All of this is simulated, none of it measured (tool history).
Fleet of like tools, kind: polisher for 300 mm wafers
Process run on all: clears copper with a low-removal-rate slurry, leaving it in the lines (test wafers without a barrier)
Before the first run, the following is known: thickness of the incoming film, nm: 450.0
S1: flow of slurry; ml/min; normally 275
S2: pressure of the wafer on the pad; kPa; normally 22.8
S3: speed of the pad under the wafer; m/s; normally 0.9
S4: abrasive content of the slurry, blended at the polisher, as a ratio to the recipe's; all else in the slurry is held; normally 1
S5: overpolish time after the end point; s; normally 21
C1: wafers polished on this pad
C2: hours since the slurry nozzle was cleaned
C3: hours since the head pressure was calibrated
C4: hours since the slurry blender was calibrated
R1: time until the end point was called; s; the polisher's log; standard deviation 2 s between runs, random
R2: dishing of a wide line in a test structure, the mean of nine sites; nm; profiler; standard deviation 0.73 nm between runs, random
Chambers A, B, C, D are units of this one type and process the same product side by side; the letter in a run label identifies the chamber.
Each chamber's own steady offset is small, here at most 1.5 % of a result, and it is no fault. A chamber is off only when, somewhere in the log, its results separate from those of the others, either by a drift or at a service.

Run 1B, hour 9.4: usual settings; C1 79; C2 392.3; C3 860.6; C4 207.7. Result: R1 175.78 s, R2 38.397 nm.
Run 2C, hour 17.2: usual settings; C1 683; C2 509.6; C3 612; C4 302.4. Result: R1 169.64 s, R2 38.374 nm.
Run 3D, hour 27.6: usual settings; C1 922; C2 344.9; C3 332.1; C4 141.5. Result: R1 171.34 s, R2 37.977 nm.
At hour 29.1: chamber D: worn pad replaced by a new one.
At hour 31: chamber A: slurry blender recalibrated.
Run 4A, hour 37.1: usual settings; C1 1406; C2 117.2; C3 617.7; C4 6.2. Result: R1 175.3 s, R2 38.45 nm.
At hour 41.3: chamber A: worn pad replaced by a new one.
Run 5D, hour 43.5: usual settings but S2 28.3 kPa, S4 1.2; C1 105; C2 360.8; C3 348; C4 157.4. Result: R1 134.08 s, R2 47.778 nm.
Run 6A, hour 48.1: usual settings but S2 28.3 kPa, S4 1.2; C1 50; C2 128.2; C3 628.7; C4 17.2. Result: R1 136.53 s, R2 46.896 nm.
Run 7C, hour 57.3: usual settings but S2 28.3 kPa, S4 1.2; C1 977; C2 549.7; C3 652.1; C4 342.5. Result: R1 134.18 s, R2 48.047 nm.
Run 8B, hour 65.6: usual settings but S2 28.3 kPa, S4 1.2; C1 491; C2 448.5; C3 916.8; C4 263.9. Result: R1 135.56 s, R2 47.89 nm.
Run 9A, hour 72.8: usual settings but S4 1.25; C1 231; C2 152.9; C3 653.4; C4 41.9. Result: R1 165.99 s, R2 40.87 nm.
At hour 73.4: chamber D: slurry nozzle cleaned.
Run 10C, hour 77.8: usual settings but S4 1.25; C1 1128; C2 570.2; C3 672.6; C4 363. Result: R1 163.28 s, R2 39.822 nm.
Run 11D, hour 84.6: usual settings but S4 1.25; C1 407; C2 11.2; C3 389.1; C4 198.5. Result: R1 165.83 s, R2 39.4 nm.
At hour 90.1: chamber C: worn pad replaced by a new one.
At hour 91.3: chamber B: slurry blender recalibrated.
Run 12B, hour 94.7: usual settings but S4 1.25; C1 705; C2 477.6; C3 945.9; C4 3.5. Result: R1 169.19 s, R2 39.059 nm.
Run 13A, hour 99.8: usual settings but S1 355 ml/min, S3 1.16 m/s; C1 429; C2 179.9; C3 680.4; C4 68.9. Result: R1 128.85 s, R2 49.162 nm.
At hour 103.4: chamber C: slurry blender recalibrated.
Run 14D, hour 110.3: usual settings but S1 355 ml/min, S3 1.16 m/s; C1 596; C2 36.9; C3 414.8; C4 224.2. Result: R1 129.81 s, R2 47.521 nm.
At hour 111.9: chamber B: worn pad replaced by a new one.
Run 15C, hour 118: usual settings but S1 355 ml/min, S3 1.16 m/s; C1 205; C2 610.4; C3 712.8; C4 14.6. Result: R1 129.22 s, R2 50.031 nm.
Run 16B, hour 127.7: usual settings but S1 355 ml/min, S3 1.16 m/s; C1 116; C2 510.6; C3 978.9; C4 36.5. Result: R1 132.32 s, R2 48.852 nm.
Run 17C, hour 133.9: usual settings; C1 322; C2 626.3; C3 728.7; C4 30.5. Result: R1 170.99 s, R2 38.799 nm.
Run 18A, hour 140: usual settings; C1 725; C2 220.1; C3 720.6; C4 109.1. Result: R1 178.76 s, R2 36.377 nm.
At hour 148.4: chamber D: worn pad replaced by a new one.
Run 19D, hour 150.2: usual settings; C1 13; C2 76.8; C3 454.7; C4 264.1. Result: R1 176.76 s, R2 37.11 nm.
Run 20B, hour 157: usual settings; C1 331; C2 539.9; C3 1008.2; C4 65.8. Result: R1 174.38 s, R2 37.855 nm.
At hour 162.8: chamber A: slurry nozzle cleaned.
Run 21C, hour 165.9: usual settings; C1 557; C2 658.3; C3 760.7; C4 62.5. Result: R1 172.51 s, R2 37.597 nm.
Run 22B, hour 174.2: usual settings; C1 457; C2 557.1; C3 1025.4; C4 83. Result: R1 174.07 s, R2 38.578 nm.
At hour 176.9: chamber A: slurry blender recalibrated.
Run 23D, hour 180.3: usual settings; C1 234; C2 106.9; C3 484.8; C4 294.2. Result: R1 173.23 s, R2 38.772 nm.
Run 24A, hour 188: usual settings; C1 1077; C2 25.3; C3 768.6; C4 11.1. Result: R1 179.62 s, R2 37.014 nm.
Run 25C, hour 198.7: usual settings; C1 798; C2 691.1; C3 793.5; C4 95.3. Result: R1 168.77 s, R2 38.326 nm.
At hour 203: chamber B: worn pad replaced by a new one.
Run 26B, hour 209.3: usual settings; C1 46; C2 592.2; C3 1060.5; C4 118.1. Result: R1 175.64 s, R2 38.588 nm.
Run 27A, hour 217.9: usual settings but S3 1.04 m/s, S5 17 s; C1 1297; C2 55.2; C3 798.5; C4 41. Result: R1 154.98 s, R2 34.89 nm.
At hour 223.4: chamber A: worn pad replaced by a new one.
Run 28D, hour 227.3: usual settings but S3 1.04 m/s, S5 17 s; C1 580; C2 153.9; C3 531.8; C4 341.2. Result: R1 151.77 s, R2 34.483 nm.
At hour 229.8: chamber D: head pressure recalibrated.
Run 29B, hour 232.3: usual settings but S3 1.04 m/s, S5 17 s; C1 215; C2 615.2; C3 1083.5; C4 141.1. Result: R1 149.13 s, R2 36.088 nm.
Run 30C, hour 241: usual settings but S3 1.04 m/s, S5 17 s; C1 1108; C2 733.4; C3 835.8; C4 137.6. Result: R1 146.78 s, R2 36.512 nm.
At hour 242.6: chamber C: slurry nozzle cleaned.
Run 31D, hour 251.5: usual settings; C1 757; C2 178.1; C3 21.8; C4 365.4. Result: R1 170.42 s, R2 37.422 nm.
Run 32A, hour 260.1: usual settings; C1 270; C2 97.4; C3 840.7; C4 83.2. Result: R1 190.17 s, R2 35.832 nm.
Run 33C, hour 266.9: usual settings; C1 1299; C2 24.3; C3 861.7; C4 163.5. Result: R1 172.52 s, R2 39.23 nm.
Run 34B, hour 272.9: usual settings; C1 514; C2 655.8; C3 1124.1; C4 181.7. Result: R1 175.74 s, R2 38.885 nm.
At hour 279.8: chamber D: slurry blender recalibrated.
Run 35D, hour 281.7: usual settings; C1 979; C2 208.3; C3 52; C4 1.9. Result: R1 173.91 s, R2 36.671 nm.
At hour 282.9: chamber D: worn pad replaced by a new one.
Run 36A, hour 288.9: usual settings; C1 481; C2 126.2; C3 869.5; C4 112. Result: R1 191.12 s, R2 35.178 nm.
At hour 289.6: chamber B: worn pad replaced by a new one.
Run 37C, hour 298.1: usual settings; C1 1528; C2 55.5; C3 892.9; C4 194.7. Result: R1 167.16 s, R2 39.774 nm.
Run 38A, hour 308.6: usual settings; C1 626; C2 145.9; C3 889.2; C4 131.7. Result: R1 195.01 s, R2 34.318 nm.
Run 39B, hour 314.4: usual settings; C1 182; C2 697.3; C3 1165.6; C4 223.2. Result: R1 172.25 s, R2 38.635 nm.
Run 40D, hour 322.2: usual settings; C1 289; C2 248.8; C3 92.5; C4 42.4. Result: R1 169.63 s, R2 38.658 nm.
Run 41D, hour 328.3: usual settings; C1 333; C2 254.9; C3 98.6; C4 48.5. Result: R1 173.43 s, R2 37.732 nm.
Run 42A, hour 335.2: usual settings but S1 350 ml/min; C1 821; C2 172.5; C3 915.8; C4 158.3. Result: R1 187.8 s, R2 34.782 nm.

Each of the 4 chambers runs these same settings next. Fill in every chamber's results:
Run 43A, hour 342.9: usual settings. Result: R1 ?, R2 ?.
Run 43B, hour 342.9: usual settings. Result: R1 ?, R2 ?.
Run 43C, hour 342.9: usual settings. Result: R1 ?, R2 ?.
Run 43D, hour 342.9: usual settings. Result: R1 ?, R2 ?.

run      R1      R2
43A  202.82  33.992
43B  177.09  38.228
43C  172.29   37.41
43D  175.35  38.586
